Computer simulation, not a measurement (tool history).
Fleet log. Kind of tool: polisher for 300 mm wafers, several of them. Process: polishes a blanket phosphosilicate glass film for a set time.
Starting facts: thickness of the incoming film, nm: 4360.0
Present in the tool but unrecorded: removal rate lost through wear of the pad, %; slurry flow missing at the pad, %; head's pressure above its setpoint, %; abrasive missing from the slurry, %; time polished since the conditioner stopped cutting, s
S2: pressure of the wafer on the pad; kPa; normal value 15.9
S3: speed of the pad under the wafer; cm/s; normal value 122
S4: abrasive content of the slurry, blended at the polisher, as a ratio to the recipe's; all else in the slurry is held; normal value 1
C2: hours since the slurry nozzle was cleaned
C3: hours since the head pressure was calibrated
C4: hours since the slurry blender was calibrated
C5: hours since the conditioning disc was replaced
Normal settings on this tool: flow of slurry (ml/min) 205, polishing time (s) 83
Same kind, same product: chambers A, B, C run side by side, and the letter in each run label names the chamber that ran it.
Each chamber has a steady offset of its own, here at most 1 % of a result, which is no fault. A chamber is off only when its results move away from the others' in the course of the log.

{"run": "1C", "day": 0.2, "flow of slurry (ml/min)": 205, "S2": 15.9, "S3": 122, "S4": 1, "polishing time (s)": 83, "wafers polished on this pad": 77, "C2": 352.2, "C3": 249.3, "C4": 169.6, "C5": 6.2, "film removed (nm)": 649.87}
{"run": "2B", "day": 0.45, "flow of slurry (ml/min)": 205, "S2": 15.9, "S3": 122, "S4": 1, "polishing time (s)": 83, "wafers polished on this pad": 440, "C2": 57.6, "C3": 463, "C4": 24.2, "C5": 138, "film removed (nm)": 657.84}
{"run": "3A", "day": 0.617, "flow of slurry (ml/min)": 205, "S2": 15.9, "S3": 122, "S4": 1, "polishing time (s)": 83, "wafers polished on this pad": 501, "C2": 250, "C3": 1419.8, "C4": 125.2, "C5": 275.1, "film removed (nm)": 673.92}
{"day": 0.708, "done": "chamber A: conditioning disc replaced and pad reconditioned"}
{"run": "4A", "day": 0.854, "flow of slurry (ml/min)": 205, "S2": 15.9, "S3": 122, "S4": 1, "polishing time (s)": 83, "wafers polished on this pad": 565, "C2": 255.7, "C3": 1425.5, "C4": 130.9, "C5": 3.6, "film removed (nm)": 668.69}
{"day": 0.988, "done": "chamber B: worn pad replaced by a new one"}
{"run": "5B", "day": 1.138, "flow of slurry (ml/min)": 205, "S2": 15.9, "S3": 122, "S4": 1, "polishing time (s)": 83, "wafers polished on this pad": 41, "C2": 74.1, "C3": 479.5, "C4": 40.7, "C5": 154.5, "film removed (nm)": 657.47}
{"run": "6C", "day": 1.358, "flow of slurry (ml/min)": 205, "S2": 15.9, "S3": 122, "S4": 1, "polishing time (s)": 83, "wafers polished on this pad": 391, "C2": 380, "C3": 277.1, "C4": 197.4, "C5": 34, "film removed (nm)": 652.42}
{"day": 1.475, "done": "chamber A: worn pad replaced by a new one"}
{"run": "7C", "day": 1.55, "flow of slurry (ml/min)": 205, "S2": 15.9, "S3": 122, "S4": 1, "polishing time (s)": 83, "wafers polished on this pad": 443, "C2": 384.6, "C3": 281.7, "C4": 202, "C5": 38.6, "film removed (nm)": 645.74}
{"run": "8A", "day": 1.771, "flow of slurry (ml/min)": 205, "S2": 15.9, "S3": 122, "S4": 1, "polishing time (s)": 83, "wafers polished on this pad": 81, "C2": 277.7, "C3": 1447.5, "C4": 152.9, "C5": 25.6, "film removed (nm)": 664.46}
{"run": "9B", "day": 2.012, "flow of slurry (ml/min)": 205, "S2": 15.9, "S3": 122, "S4": 1, "polishing time (s)": 83, "wafers polished on this pad": 279, "C2": 95.1, "C3": 500.5, "C4": 61.7, "C5": 175.5, "film removed (nm)": 642.21}
{"run": "10A", "day": 2.2, "flow of slurry (ml/min)": 205, "S2": 15.9, "S3": 122, "S4": 1, "polishing time (s)": 83, "wafers polished on this pad": 197, "C2": 288, "C3": 1457.8, "C4": 163.2, "C5": 35.9, "film removed (nm)": 675.92}
{"run": "11C", "day": 2.438, "flow of slurry (ml/min)": 205, "S2": 15.9, "S3": 122, "S4": 1, "polishing time (s)": 83, "wafers polished on this pad": 684, "C2": 405.9, "C3": 303, "C4": 223.3, "C5": 59.9, "film removed (nm)": 637.69}
{"run": "12B", "day": 2.642, "flow of slurry (ml/min)": 205, "S2": 15.9, "S3": 122, "S4": 1, "polishing time (s)": 83, "wafers polished on this pad": 449, "C2": 110.2, "C3": 515.6, "C4": 76.8, "C5": 190.6, "film removed (nm)": 659.81}
{"run": "13A", "day": 2.879, "flow of slurry (ml/min)": 205, "S2": 15.9, "S3": 122, "S4": 1, "polishing time (s)": 83, "wafers polished on this pad": 381, "C2": 304.3, "C3": 1474.1, "C4": 179.5, "C5": 52.2, "film removed (nm)": 645.73}
{"day": 2.9, "done": "chamber C: head pressure recalibrated"}
{"run": "14C", "day": 3.15, "flow of slurry (ml/min)": 205, "S2": 15.9, "S3": 122, "S4": 1, "polishing time (s)": 83, "wafers polished on this pad": 877, "C2": 423, "C3": 6.1, "C4": 240.4, "C5": 77, "film removed (nm)": 701.82}
{"day": 3.312, "done": "chamber B: worn pad replaced by a new one"}
{"run": "15B", "day": 3.4, "flow of slurry (ml/min)": 205, "S2": 15.9, "S3": 122, "S4": 1, "polishing time (s)": 83, "wafers polished on this pad": 24, "C2": 128.4, "C3": 533.8, "C4": 95, "C5": 208.8, "film removed (nm)": 657.86}
{"run": "16B", "day": 3.529, "flow of slurry (ml/min)": 205, "S2": 15.9, "S3": 122, "S4": 1, "polishing time (s)": 83, "wafers polished on this pad": 59, "C2": 131.5, "C3": 536.9, "C4": 98.1, "C5": 211.9, "film removed (nm)": 647.15}
{"day": 3.588, "done": "chamber C: slurry nozzle cleaned"}
{"day": 3.696, "done": "chamber A: worn pad replaced by a new one"}
{"run": "17A", "day": 3.704, "flow of slurry (ml/min)": 205, "S2": 15.9, "S3": 122, "S4": 1, "polishing time (s)": 83, "wafers polished on this pad": 3, "C2": 324.1, "C3": 1493.9, "C4": 199.3, "C5": 72, "film removed (nm)": 662.24}
{"run": "18C", "day": 3.929, "flow of slurry (ml/min)": 205, "S2": 15.9, "S3": 122, "S4": 1, "polishing time (s)": 83, "wafers polished on this pad": 1089, "C2": 8.2, "C3": 24.8, "C4": 259.1, "C5": 95.7, "film removed (nm)": 703.04}
{"day": 4.058, "done": "chamber C: worn pad replaced by a new one"}
{"run": "19B", "day": 4.062, "flow of slurry (ml/min)": 205, "S2": 15.9, "S3": 122, "S4": 1, "polishing time (s)": 83, "wafers polished on this pad": 204, "C2": 144.3, "C3": 549.7, "C4": 110.9, "C5": 224.7, "film removed (nm)": 652.54}
{"run": "20C", "day": 4.292, "flow of slurry (ml/min)": 205, "S2": 15.9, "S3": 122, "S4": 1, "polishing time (s)": 83, "wafers polished on this pad": 63, "C2": 16.9, "C3": 33.5, "C4": 267.8, "C5": 104.4, "film removed (nm)": 703.76}
{"run": "21A", "day": 4.429, "flow of slurry (ml/min)": 205, "S2": 15.9, "S3": 122, "S4": 1, "polishing time (s)": 83, "wafers polished on this pad": 199, "C2": 341.5, "C3": 1511.3, "C4": 216.7, "C5": 89.4, "film removed (nm)": 656.88}
{"run": "22A", "day": 4.688, "flow of slurry (ml/min)": 260, "S2": 15.9, "S3": 122, "S4": 1, "polishing time (s)": 83, "wafers polished on this pad": 270, "C2": 347.7, "C3": 1517.5, "C4": 222.9, "C5": 95.6, "film removed (nm)": 684.51}
{"run": "23C", "day": 4.838, "flow of slurry (ml/min)": 260, "S2": 15.9, "S3": 122, "S4": 1, "polishing time (s)": 83, "wafers polished on this pad": 211, "C2": 30, "C3": 46.6, "C4": 280.9, "C5": 117.5, "film removed (nm)": 738.37}
{"run": "24B", "day": 5.0, "flow of slurry (ml/min)": 260, "S2": 15.9, "S3": 122, "S4": 1, "polishing time (s)": 83, "wafers polished on this pad": 458, "C2": 166.8, "C3": 572.2, "C4": 133.4, "C5": 247.2, "film removed (nm)": 672.37}
{"run": "25C", "day": 5.188, "flow of slurry (ml/min)": 205, "S2": 15.9, "S3": 122, "S4": 1, "polishing time (s)": 83, "wafers polished on this pad": 306, "C2": 38.4, "C3": 55, "C4": 289.3, "C5": 125.9, "film removed (nm)": 702.85}
{"day": 5.238, "done": "chamber B: worn pad replaced by a new one"}
{"run": "26B", "day": 5.421, "flow of slurry (ml/min)": 205, "S2": 15.9, "S3": 122, "S4": 1, "polishing time (s)": 83, "wafers polished on this pad": 49, "C2": 176.9, "C3": 582.3, "C4": 143.5, "C5": 257.3, "film removed (nm)": 656.58}
{"run": "27A", "day": 5.583, "flow of slurry (ml/min)": 205, "S2": 15.9, "S3": 122, "S4": 1, "polishing time (s)": 83, "wafers polished on this pad": 513, "C2": 369.2, "C3": 1539, "C4": 244.4, "C5": 117.1, "film removed (nm)": 656.35}
{"day": 5.662, "done": "chamber A: slurry blender recalibrated"}
{"run": "28A", "day": 5.788, "flow of slurry (ml/min)": 205, "S2": 15.9, "S3": 122, "S4": 1, "polishing time (s)": 83, "wafers polished on this pad": 568, "C2": 374.1, "C3": 1543.9, "C4": 3, "C5": 122, "film removed (nm)": 665.52}
{"day": 5.792, "done": "chamber A: slurry nozzle cleaned"}
{"run": "29C", "day": 5.95, "flow of slurry (ml/min)": 205, "S2": 15.9, "S3": 122, "S4": 1, "polishing time (s)": 83, "wafers polished on this pad": 513, "C2": 56.7, "C3": 73.3, "C4": 307.6, "C5": 144.2, "film removed (nm)": 699.49}
{"run": "30B", "day": 6.183, "flow of slurry (ml/min)": 205, "S2": 15.9, "S3": 122, "S4": 1, "polishing time (s)": 83, "wafers polished on this pad": 256, "C2": 195.2, "C3": 600.6, "C4": 161.8, "C5": 275.6, "film removed (nm)": 646.68}
{"day": 6.338, "done": "chamber A: worn pad replaced by a new one"}
{"run": "31C", "day": 6.433, "flow of slurry (ml/min)": 205, "S2": 15.9, "S3": 122, "S4": 1, "polishing time (s)": 83, "wafers polished on this pad": 644, "C2": 68.3, "C3": 84.9, "C4": 319.2, "C5": 155.8, "film removed (nm)": 707.72}
{"run": "32A", "day": 6.675, "flow of slurry (ml/min)": 205, "S2": 15.9, "S3": 152, "S4": 0.9, "polishing time (s)": 83, "wafers polished on this pad": 92, "C2": 21.2, "C3": 1565.2, "C4": 24.3, "C5": 143.3, "film removed (nm)": 751.25}
{"run": "33B", "day": 6.925, "flow of slurry (ml/min)": 205, "S2": 15.9, "S3": 152, "S4": 0.9, "polishing time (s)": 83, "wafers polished on this pad": 458, "C2": 213, "C3": 618.4, "C4": 179.6, "C5": 293.4, "film removed (nm)": 747.45}
{"run": "34B", "day": 7.125, "flow of slurry (ml/min)": 205, "S2": 15.9, "S3": 152, "S4": 0.9, "polishing time (s)": 83, "wafers polished on this pad": 512, "C2": 217.8, "C3": 623.2, "C4": 184.4, "C5": 298.2, "film removed (nm)": 730.6}
{"day": 7.308, "done": "chamber B: worn pad replaced by a new one"}
{"run": "35A", "day": 7.329, "flow of slurry (ml/min)": 205, "S2": 15.9, "S3": 122, "S4": 1, "polishing time (s)": 83, "wafers polished on this pad": 270, "C2": 36.9, "C3": 1580.9, "C4": 40, "C5": 159, "film removed (nm)": 650.99}
{"day": 7.554, "done": "chamber C: worn pad replaced by a new one"}
{"run": "36C", "day": 7.571, "flow of slurry (ml/min)": 205, "S2": 15.9, "S3": 122, "S4": 1, "polishing time (s)": 83, "wafers polished on this pad": 5, "C2": 95.6, "C3": 112.2, "C4": 346.5, "C5": 183.1, "film removed (nm)": 712.85}
{"day": 7.746, "done": "chamber A: head pressure recalibrated"}
{"run": "37A", "day": 7.858, "flow of slurry (ml/min)": 205, "S2": 15.9, "S3": 122, "S4": 1, "polishing time (s)": 83, "wafers polished on this pad": 413, "C2": 49.6, "C3": 2.8, "C4": 52.7, "C5": 171.7, "film removed (nm)": 656.05}
{"run": "38B", "day": 8.138, "flow of slurry (ml/min)": 205, "S2": 15.9, "S3": 122, "S4": 1, "polishing time (s)": 83, "wafers polished on this pad": 225, "C2": 242.1, "C3": 647.5, "C4": 208.7, "C5": 322.5, "film removed (nm)": 657.82}
{"day": 8.171, "done": "chamber C: conditioning disc replaced and pad reconditioned"}
{"run": "39C", "day": 8.296, "flow of slurry (ml/min)": 270, "S2": 15.9, "S3": 122, "S4": 1, "polishing time (s)": 83, "wafers polished on this pad": 201, "C2": 113, "C3": 129.6, "C4": 363.9, "C5": 3.1, "film removed (nm)": 731.03}

Which is it: a chamber that has drifted or been left off by a service, a gauge drift common to all chambers, or only each chamber's usual small offset? If a chamber is off, name it and its likeliest cause.

A service left chamber C off against the others.
Cause: head's pressure above its setpoint, % = 9.

Chamber C could run next with any of the 4 candidate recipes listed below; each alters the usual settings, and their results appear as question marks. Which one brings its results back in line with what the other chambers deliver on the usual settings?
A result is in line if it is within this distance of the other chambers' mean on the usual settings: film removed (nm) 22
{"run": "40C-1", "day": 8.508, "flow of slurry (ml/min)": 205, "S2": 15.9, "S3": 122, "S4": 1, "polishing time (s)": 84, "film removed (nm)": "?"}
{"run": "40C-2", "day": 8.508, "flow of slurry (ml/min)": 205, "S2": 17.2, "S3": 122, "S4": 1, "polishing time (s)": 83, "film removed (nm)": "?"}
{"run": "40C-3", "day": 8.508, "flow of slurry (ml/min)": 200, "S2": 15.9, "S3": 110, "S4": 1, "polishing time (s)": 83, "film removed (nm)": "?"}
{"run": "40C-4", "day": 8.508, "flow of slurry (ml/min)": 180, "S2": 15.9, "S3": 122, "S4": 1, "polishing time (s)": 83, "film removed (nm)": "?"}

The other chambers' mean on the usual settings: film removed (nm) 653.96
run=40C-1 film_removed_(nm)=719.44
run=40C-2 film_removed_(nm)=771.76
run=40C-3 film_removed_(nm)=651.41
run=40C-4 film_removed_(nm)=698.38
40C-3 is the one that brings the chamber's results back in line with the other chambers.
